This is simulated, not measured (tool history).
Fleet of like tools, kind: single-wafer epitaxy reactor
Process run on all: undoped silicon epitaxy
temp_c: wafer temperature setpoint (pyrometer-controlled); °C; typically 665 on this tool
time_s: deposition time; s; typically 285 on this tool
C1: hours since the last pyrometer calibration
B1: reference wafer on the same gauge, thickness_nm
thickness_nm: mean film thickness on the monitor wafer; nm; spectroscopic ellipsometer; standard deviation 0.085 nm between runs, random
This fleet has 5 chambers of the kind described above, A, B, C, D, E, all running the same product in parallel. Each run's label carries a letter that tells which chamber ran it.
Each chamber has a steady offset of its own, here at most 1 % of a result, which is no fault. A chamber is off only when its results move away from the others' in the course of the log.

run 1A hour=4.9 | temp_c=665 time_s=285 | C1=195.6 | B1=62.886 | thickness_nm=65.654
run 2B hour=11.8 | temp_c=665 time_s=285 | C1=1051.0 | B1=62.883 | thickness_nm=66.311
run 3E hour=19.0 | temp_c=665 time_s=285 | C1=934.7 | B1=62.861 | thickness_nm=65.846
run 4C hour=23.3 | temp_c=665 time_s=285 | C1=383.0 | B1=62.877 | thickness_nm=65.505
run 5D hour=29.0 | temp_c=665 time_s=285 | C1=2115.1 | B1=62.852 | thickness_nm=65.641
run 6D hour=33.0 | temp_c=665 time_s=285 | C1=2119.1 | B1=62.867 | thickness_nm=65.580
run 7B hour=36.4 | temp_c=665 time_s=285 | C1=1075.6 | B1=62.850 | thickness_nm=66.244
run 8C hour=43.4 | temp_c=665 time_s=285 | C1=403.1 | B1=62.841 | thickness_nm=65.428
run 9A hour=47.3 | temp_c=665 time_s=285 | C1=238.0 | B1=62.823 | thickness_nm=65.565
run 10E hour=54.0 | temp_c=656 time_s=249 | C1=969.7 | B1=62.817 | thickness_nm=47.511
run 11E hour=57.3 | temp_c=656 time_s=249 | C1=973.0 | B1=62.811 | thickness_nm=47.430
run 12B hour=62.9 | temp_c=656 time_s=249 | C1=1102.1 | B1=62.825 | thickness_nm=47.479
run 13A hour=67.8 | temp_c=656 time_s=249 | C1=258.5 | B1=62.778 | thickness_nm=47.340
run 14C hour=71.1 | temp_c=656 time_s=249 | C1=430.8 | B1=62.794 | thickness_nm=47.080
run 15D hour=78.4 | temp_c=670 time_s=250 | C1=2164.5 | B1=62.782 | thickness_nm=63.936
run 16C hour=85.6 | temp_c=670 time_s=250 | C1=445.3 | B1=62.766 | thickness_nm=63.839
run 17D hour=90.5 | temp_c=670 time_s=250 | C1=2176.6 | B1=62.774 | thickness_nm=63.936
run 18E hour=97.6 | temp_c=670 time_s=250 | C1=1013.3 | B1=62.750 | thickness_nm=64.171
run 19A hour=102.6 | temp_c=670 time_s=250 | C1=293.3 | B1=62.773 | thickness_nm=63.700
run 20B hour=107.5 | temp_c=665 time_s=285 | C1=1146.7 | B1=62.753 | thickness_nm=65.991
run 21A hour=112.2 | temp_c=665 time_s=285 | C1=302.9 | B1=62.735 | thickness_nm=65.498
run 22D hour=117.5 | temp_c=665 time_s=285 | C1=2203.6 | B1=62.723 | thickness_nm=65.543
run 23B hour=122.4 | temp_c=665 time_s=285 | C1=1161.6 | B1=62.734 | thickness_nm=66.177
run 24C hour=129.4 | temp_c=665 time_s=285 | C1=489.1 | B1=62.731 | thickness_nm=65.172
run 25E hour=135.9 | temp_c=665 time_s=285 | C1=1051.6 | B1=62.726 | thickness_nm=65.843
run 26E hour=142.5 | temp_c=665 time_s=285 | C1=1058.2 | B1=62.695 | thickness_nm=65.996
run 27A hour=149.7 | temp_c=665 time_s=285 | C1=340.4 | B1=62.709 | thickness_nm=65.386
run 28C hour=154.9 | temp_c=652 time_s=319 | C1=514.6 | B1=62.696 | thickness_nm=55.164
run 29B hour=158.2 | temp_c=652 time_s=319 | C1=1197.4 | B1=62.683 | thickness_nm=55.680
run 30D hour=162.4 | temp_c=652 time_s=319 | C1=2248.5 | B1=62.679 | thickness_nm=55.226
run 31B hour=169.6 | temp_c=652 time_s=319 | C1=1208.8 | B1=62.675 | thickness_nm=55.727
run 32A hour=175.2 | temp_c=652 time_s=319 | C1=365.9 | B1=62.661 | thickness_nm=55.603
run 33E hour=178.4 | temp_c=665 time_s=285 | C1=1094.1 | B1=62.647 | thickness_nm=65.780
run 34D hour=185.4 | temp_c=665 time_s=285 | C1=2271.5 | B1=62.649 | thickness_nm=65.365
run 35C hour=188.9 | temp_c=665 time_s=285 | C1=548.6 | B1=62.633 | thickness_nm=65.200
run 36C hour=194.1 | temp_c=665 time_s=285 | C1=553.8 | B1=62.598 | thickness_nm=65.170
run 37D hour=200.5 | temp_c=665 time_s=285 | C1=2286.6 | B1=62.614 | thickness_nm=65.344
run 38B hour=207.4 | temp_c=665 time_s=285 | C1=1246.6 | B1=62.585 | thickness_nm=65.973
run 39A hour=213.9 | temp_c=665 time_s=285 | C1=404.6 | B1=62.611 | thickness_nm=65.297
run 40E hour=220.4 | temp_c=665 time_s=285 | C1=1136.1 | B1=62.584 | thickness_nm=65.706
run 41D hour=224.3 | temp_c=665 time_s=285 | C1=2310.4 | B1=62.584 | thickness_nm=65.305
run 42A hour=231.9 | temp_c=665 time_s=285 | C1=422.6 | B1=62.577 | thickness_nm=65.266

Next, all 5 chambers run the settings below, one line each with question marks for the results. What does each chamber give?
run 43A hour=237.2 | temp_c=659 time_s=285 | thickness_nm=?
run 43B hour=237.2 | temp_c=659 time_s=285 | thickness_nm=?
run 43C hour=237.2 | temp_c=659 time_s=285 | thickness_nm=?
run 43D hour=237.2 | temp_c=659 time_s=285 | thickness_nm=?
run 43E hour=237.2 | temp_c=659 time_s=285 | thickness_nm=?

run=43A thickness_nm=57.511
run=43B thickness_nm=57.953
run=43C thickness_nm=57.315
run=43D thickness_nm=57.216
run=43E thickness_nm=57.707

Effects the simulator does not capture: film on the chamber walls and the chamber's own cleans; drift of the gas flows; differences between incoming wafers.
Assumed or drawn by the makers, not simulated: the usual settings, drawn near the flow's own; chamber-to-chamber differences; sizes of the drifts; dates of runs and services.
